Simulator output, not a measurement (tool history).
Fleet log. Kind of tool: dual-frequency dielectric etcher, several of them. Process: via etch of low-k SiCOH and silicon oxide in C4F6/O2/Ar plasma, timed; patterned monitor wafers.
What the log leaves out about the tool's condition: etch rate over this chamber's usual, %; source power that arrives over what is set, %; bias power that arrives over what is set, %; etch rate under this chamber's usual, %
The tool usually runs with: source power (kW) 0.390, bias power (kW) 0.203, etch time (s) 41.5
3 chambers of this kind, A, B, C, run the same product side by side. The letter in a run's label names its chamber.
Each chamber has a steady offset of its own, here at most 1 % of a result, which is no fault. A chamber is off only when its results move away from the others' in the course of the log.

run,hour,source power (kW),bias power (kW),etch time (s),hours since the last wet clean,hours since the last source power generator calibration,hours since the last bias power generator calibration,"read-back reference wafer on the same gauge, depth_nm",mean etch depth across the wafer (nm)
1C,10.6,0.390,0.203,41.5,365.0,2648.0,260.2,115.99,111.430
2B,17.6,0.390,0.203,41.5,393.8,2496.4,763.0,116.07,110.200
3A,26.9,0.390,0.203,41.5,435.7,1983.4,2165.1,116.11,111.920
4A,35.9,0.390,0.203,41.5,444.7,1992.4,2174.1,116.08,111.920
5C,47.0,0.390,0.203,41.5,401.4,2684.4,296.6,116.16,111.310
# hour 48.4: chamber B: wet clean of the chamber
# hour 51.5: chamber A: wet clean of the chamber
6B,60.1,0.390,0.203,41.5,11.8,2538.9,805.5,116.12,110.800
7B,67.1,0.390,0.203,41.5,18.8,2545.9,812.5,116.12,110.960
8C,80.0,0.390,0.203,41.5,434.4,2717.4,329.6,116.24,111.030
9A,86.6,0.390,0.203,41.5,35.1,2043.1,2224.8,116.16,111.970
10C,99.4,0.390,0.203,41.5,453.8,2736.8,349.0,116.25,111.360
# hour 105.8: chamber A: bias power generator calibrated
11B,105.9,0.290,0.203,49.5,57.6,2584.7,851.3,116.22,117.400
12A,113.7,0.290,0.203,49.5,62.2,2070.2,8.0,116.20,119.380
13A,121.0,0.290,0.203,49.5,69.5,2077.5,15.3,116.24,119.320
14C,131.1,0.390,0.185,53.5,485.5,2768.5,380.7,116.22,139.360
15B,143.8,0.390,0.185,53.5,95.5,2622.6,889.2,116.30,138.700
16C,156.8,0.390,0.185,53.5,511.2,2794.2,406.4,116.34,139.270
17A,163.6,0.390,0.203,41.5,112.1,2120.1,57.9,116.40,112.130
18B,173.0,0.390,0.203,41.5,124.7,2651.8,918.4,116.33,111.040
19C,184.5,0.390,0.203,41.5,538.9,2821.9,434.1,116.36,111.750
# hour 187.9: chamber A: source power generator calibrated
20A,194.9,0.390,0.203,41.5,143.4,7.1,89.2,116.37,111.810
21B,203.9,0.390,0.203,41.5,155.6,2682.7,949.3,116.42,110.800
22C,211.5,0.390,0.203,41.5,565.9,2848.9,461.1,116.42,111.730
23B,224.4,0.390,0.203,41.5,176.1,2703.2,969.8,116.48,111.290
24A,235.7,0.390,0.203,41.5,184.2,47.9,130.0,116.48,112.230
25C,242.3,0.390,0.203,41.5,596.7,2879.7,491.9,116.50,112.060
26B,253.7,0.390,0.203,41.5,205.4,2732.5,999.1,116.51,111.240
27A,266.1,0.390,0.203,41.5,214.6,78.3,160.4,116.56,112.180
# hour 268.4: chamber C: wet clean of the chamber
28A,272.9,0.390,0.203,41.5,221.4,85.1,167.2,116.62,112.010
29B,286.0,0.390,0.203,41.5,237.7,2764.8,1031.4,116.58,111.280
30C,292.5,0.390,0.203,41.5,24.2,2929.9,542.1,116.63,111.800
31B,306.0,0.290,0.160,41.5,257.7,2784.8,1051.4,116.58,91.811
32C,319.7,0.290,0.160,41.5,51.4,2957.1,569.3,116.65,92.102
33A,331.1,0.290,0.160,41.5,279.6,143.3,225.4,116.63,92.619
34A,337.3,0.390,0.203,41.5,285.8,149.5,231.6,116.69,112.520
35C,349.5,0.390,0.203,41.5,81.2,2986.9,599.1,116.73,112.220
36B,356.9,0.390,0.182,41.5,308.6,2835.7,1102.3,116.74,107.420
37C,363.8,0.390,0.182,41.5,95.5,3001.2,613.4,116.74,108.170
38B,376.5,0.390,0.182,41.5,328.2,2855.3,1121.9,116.76,107.600
39A,385.8,0.390,0.203,41.5,334.3,198.0,280.1,116.78,112.370

One chamber off, gauge drift, or nothing amiss beyond the chambers' own small offsets? If it is a chamber, which one, and what is the likeliest cause?

None of the chambers is off. What moves is the gauge, dragging all their readings along together.
Likeliest cause: gauge reads high (%) = 0.701.
